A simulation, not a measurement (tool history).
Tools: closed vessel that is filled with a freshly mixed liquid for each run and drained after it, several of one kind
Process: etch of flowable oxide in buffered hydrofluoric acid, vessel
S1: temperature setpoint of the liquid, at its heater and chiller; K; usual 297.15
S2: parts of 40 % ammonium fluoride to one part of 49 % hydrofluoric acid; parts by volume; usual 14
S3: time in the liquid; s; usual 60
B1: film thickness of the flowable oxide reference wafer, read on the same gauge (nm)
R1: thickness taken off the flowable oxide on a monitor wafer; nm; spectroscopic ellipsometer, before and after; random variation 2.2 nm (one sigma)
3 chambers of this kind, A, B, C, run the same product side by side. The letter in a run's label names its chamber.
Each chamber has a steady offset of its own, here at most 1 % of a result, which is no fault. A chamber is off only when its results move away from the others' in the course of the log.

{"run": "1A", "hour": 8.5, "S1": 297.15, "S2": 14, "S3": 60, "B1": 110, "R1": 256.56}
{"run": "2B", "hour": 19.6, "S1": 297.15, "S2": 14, "S3": 60, "B1": 109.96, "R1": 257.01}
{"run": "3C", "hour": 33.7, "S1": 297.15, "S2": 14, "S3": 60, "B1": 110.03, "R1": 261.73}
{"run": "4B", "hour": 48.1, "S1": 297.15, "S2": 14, "S3": 60, "B1": 109.99, "R1": 257.33}
{"run": "5A", "hour": 58.9, "S1": 297.15, "S2": 14, "S3": 60, "B1": 110, "R1": 255.72}
{"run": "6C", "hour": 72.3, "S1": 297.15, "S2": 14, "S3": 60, "B1": 109.99, "R1": 257.88}
{"run": "7A", "hour": 84.8, "S1": 297.15, "S2": 14, "S3": 60, "B1": 109.99, "R1": 257.85}
{"run": "8C", "hour": 93.1, "S1": 297.15, "S2": 14, "S3": 60, "B1": 110.02, "R1": 255.59}
{"run": "9B", "hour": 105.3, "S1": 297.15, "S2": 14, "S3": 60, "B1": 109.97, "R1": 255.45}
{"run": "10B", "hour": 114.5, "S1": 297.15, "S2": 14, "S3": 60, "B1": 110.02, "R1": 256.87}
{"run": "11C", "hour": 124.7, "S1": 300.15, "S2": 14, "S3": 60, "B1": 110.03, "R1": 304.17}
{"run": "12A", "hour": 138.7, "S1": 300.15, "S2": 14, "S3": 60, "B1": 109.97, "R1": 301.94}
{"run": "13A", "hour": 146.9, "S1": 300.15, "S2": 14, "S3": 60, "B1": 109.94, "R1": 301.82}
{"run": "14B", "hour": 154.5, "S1": 297.15, "S2": 10, "S3": 40, "B1": 109.97, "R1": 233.53}
{"run": "15C", "hour": 168.1, "S1": 297.15, "S2": 10, "S3": 40, "B1": 110, "R1": 238.18}
{"run": "16A", "hour": 176.9, "S1": 297.15, "S2": 10, "S3": 40, "B1": 109.99, "R1": 237.52}
{"run": "17C", "hour": 183.9, "S1": 297.15, "S2": 19, "S3": 35, "B1": 109.99, "R1": 112.52}
{"run": "18B", "hour": 195.5, "S1": 297.15, "S2": 19, "S3": 35, "B1": 110.02, "R1": 110.53}
{"run": "19A", "hour": 206.3, "S1": 297.15, "S2": 19, "S3": 35, "B1": 109.96, "R1": 110.27}
{"run": "20C", "hour": 217.3, "S1": 297.15, "S2": 14, "S3": 45, "B1": 109.97, "R1": 190.48}
{"run": "21B", "hour": 224.3, "S1": 297.15, "S2": 14, "S3": 45, "B1": 109.98, "R1": 189.5}

What goes on in this fleet: one chamber off, a drifting gauge, or nothing beyond the chambers' own small offsets? Name the chamber and the cause, if any.

No chamber stands off beyond its own small offset, and the gauge holds steady.

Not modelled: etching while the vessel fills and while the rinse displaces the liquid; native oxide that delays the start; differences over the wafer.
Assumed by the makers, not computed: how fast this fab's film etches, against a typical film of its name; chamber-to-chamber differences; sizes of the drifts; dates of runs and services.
